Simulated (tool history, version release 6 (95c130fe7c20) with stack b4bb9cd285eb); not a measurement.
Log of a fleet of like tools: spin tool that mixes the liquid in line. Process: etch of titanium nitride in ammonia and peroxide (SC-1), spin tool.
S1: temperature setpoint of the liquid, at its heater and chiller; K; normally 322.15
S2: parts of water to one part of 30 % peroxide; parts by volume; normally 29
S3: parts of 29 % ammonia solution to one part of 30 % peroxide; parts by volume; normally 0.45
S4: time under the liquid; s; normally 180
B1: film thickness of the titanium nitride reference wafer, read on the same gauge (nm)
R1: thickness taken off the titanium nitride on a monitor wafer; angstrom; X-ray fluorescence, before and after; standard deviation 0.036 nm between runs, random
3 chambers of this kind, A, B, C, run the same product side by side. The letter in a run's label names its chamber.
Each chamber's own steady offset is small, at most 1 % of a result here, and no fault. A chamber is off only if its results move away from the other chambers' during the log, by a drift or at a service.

run 1B day=0.212 | S1=322.15 S2=29 S3=0.45 S4=180 | B1=79.980 | R1=97.395
run 2C day=0.450 | S1=322.15 S2=29 S3=0.45 S4=180 | B1=80.010 | R1=98.293
run 3A day=0.704 | S1=322.15 S2=29 S3=0.45 S4=180 | B1=80.000 | R1=98.471
run 4C day=0.875 | S1=322.15 S2=29 S3=0.45 S4=180 | B1=80.009 | R1=98.892
run 5B day=1.075 | S1=322.15 S2=29 S3=0.45 S4=180 | B1=79.991 | R1=97.681
run 6A day=1.275 | S1=322.15 S2=17 S3=0.45 S4=140 | B1=80.007 | R1=103.340
run 7B day=1.525 | S1=322.15 S2=17 S3=0.45 S4=140 | B1=80.016 | R1=102.590
-- day=1.704 chamber B: new drum of ammonia solution connected
run 8C day=1.754 | S1=322.15 S2=17 S3=0.45 S4=140 | B1=80.013 | R1=102.800
run 9A day=1.892 | S1=322.15 S2=29 S3=0.45 S4=180 | B1=79.990 | R1=98.927
run 10A day=2.125 | S1=322.15 S2=29 S3=0.45 S4=180 | B1=80.014 | R1=98.253
run 11B day=2.275 | S1=322.15 S2=29 S3=0.45 S4=180 | B1=80.005 | R1=97.492
run 12C day=2.408 | S1=322.15 S2=29 S3=0.45 S4=180 | B1=80.001 | R1=98.800
run 13C day=2.662 | S1=322.15 S2=29 S3=0.45 S4=180 | B1=80.009 | R1=97.957
run 14B day=2.875 | S1=322.15 S2=29 S3=0.45 S4=180 | B1=80.000 | R1=97.755
run 15A day=3.083 | S1=322.15 S2=29 S3=0.45 S4=180 | B1=79.994 | R1=98.157
run 16C day=3.312 | S1=322.15 S2=29 S3=0.45 S4=180 | B1=79.997 | R1=98.792
run 17B day=3.450 | S1=322.15 S2=29 S3=0.45 S4=180 | B1=80.003 | R1=97.186
run 18A day=3.625 | S1=322.15 S2=29 S3=0.45 S4=180 | B1=80.014 | R1=98.281
run 19A day=3.833 | S1=322.15 S2=29 S3=0.45 S4=180 | B1=79.994 | R1=98.780
run 20C day=4.038 | S1=322.15 S2=29 S3=0.45 S4=180 | B1=80.009 | R1=98.208
run 21B day=4.267 | S1=322.15 S2=29 S3=0.45 S4=180 | B1=80.007 | R1=97.006
run 22B day=4.446 | S1=322.15 S2=29 S3=0.45 S4=180 | B1=80.009 | R1=98.088
run 23A day=4.717 | S1=322.15 S2=29 S3=0.45 S4=180 | B1=80.002 | R1=97.353
run 24C day=4.958 | S1=318.15 S2=29 S3=0.40 S4=180 | B1=80.004 | R1=72.171
run 25C day=5.179 | S1=318.15 S2=29 S3=0.40 S4=180 | B1=79.989 | R1=71.743
run 26B day=5.383 | S1=318.15 S2=29 S3=0.40 S4=180 | B1=80.007 | R1=72.189
run 27A day=5.650 | S1=322.15 S2=29 S3=0.45 S4=180 | B1=79.993 | R1=96.688
run 28A day=5.925 | S1=322.15 S2=29 S3=0.35 S4=135 | B1=79.993 | R1=69.371
run 29C day=6.171 | S1=322.15 S2=29 S3=0.35 S4=135 | B1=80.006 | R1=70.280
run 30B day=6.358 | S1=322.15 S2=29 S3=0.35 S4=135 | B1=79.991 | R1=69.953
run 31B day=6.588 | S1=322.15 S2=41 S3=0.55 S4=180 | B1=80.002 | R1=83.031
run 32C day=6.783 | S1=322.15 S2=41 S3=0.55 S4=180 | B1=80.011 | R1=83.491
run 33A day=6.921 | S1=322.15 S2=41 S3=0.55 S4=180 | B1=79.989 | R1=80.774
run 34C day=7.212 | S1=322.15 S2=29 S3=0.45 S4=180 | B1=80.003 | R1=97.919
run 35B day=7.475 | S1=322.15 S2=29 S3=0.45 S4=180 | B1=80.018 | R1=97.935
run 36A day=7.738 | S1=322.15 S2=29 S3=0.45 S4=180 | B1=80.005 | R1=94.914
run 37A day=8.029 | S1=322.15 S2=29 S3=0.45 S4=180 | B1=79.995 | R1=94.877
run 38C day=8.279 | S1=322.15 S2=29 S3=0.45 S4=180 | B1=80.008 | R1=98.555

Has any chamber moved away from the others, gradually or after a service, or does the common gauge drift, or do the chambers differ only by their own small steady offsets? State the chamber and the most likely cause if one applies.

One chamber, A, drifts off from the rest bit by bit.
Most likely cause: temperature lost on the way to the wafer (K) = 0.621.
With only this log, it may be confused with: liquid colder than its thermometer reads (K).

Here are 4 candidates for chamber A's next run, each the usual settings with a change, their results left as question marks. Which one brings its results back in line with what the others give on the usual settings?
In-line tolerance around the mean of the other chambers on the usual settings: R1 1.300 angstrom
run 39A-1 day=8.492 | S1=321.65 S2=29.0 S3=0.45 S4=180 | R1=?
run 39A-2 day=8.492 | S1=322.15 S2=29.0 S3=0.55 S4=180 | R1=?
run 39A-3 day=8.492 | S1=322.15 S2=29.0 S3=0.45 S4=195 | R1=?
run 39A-4 day=8.492 | S1=321.15 S2=29.5 S3=0.45 S4=180 | R1=?

The mean the other chambers reach with the usual settings: R1 98.002 angstrom
run=39A-1 R1=91.261
run=39A-2 R1=98.187
run=39A-3 R1=102.410
run=39A-4 R1=87.238
39A-2 brings the chamber back in line.
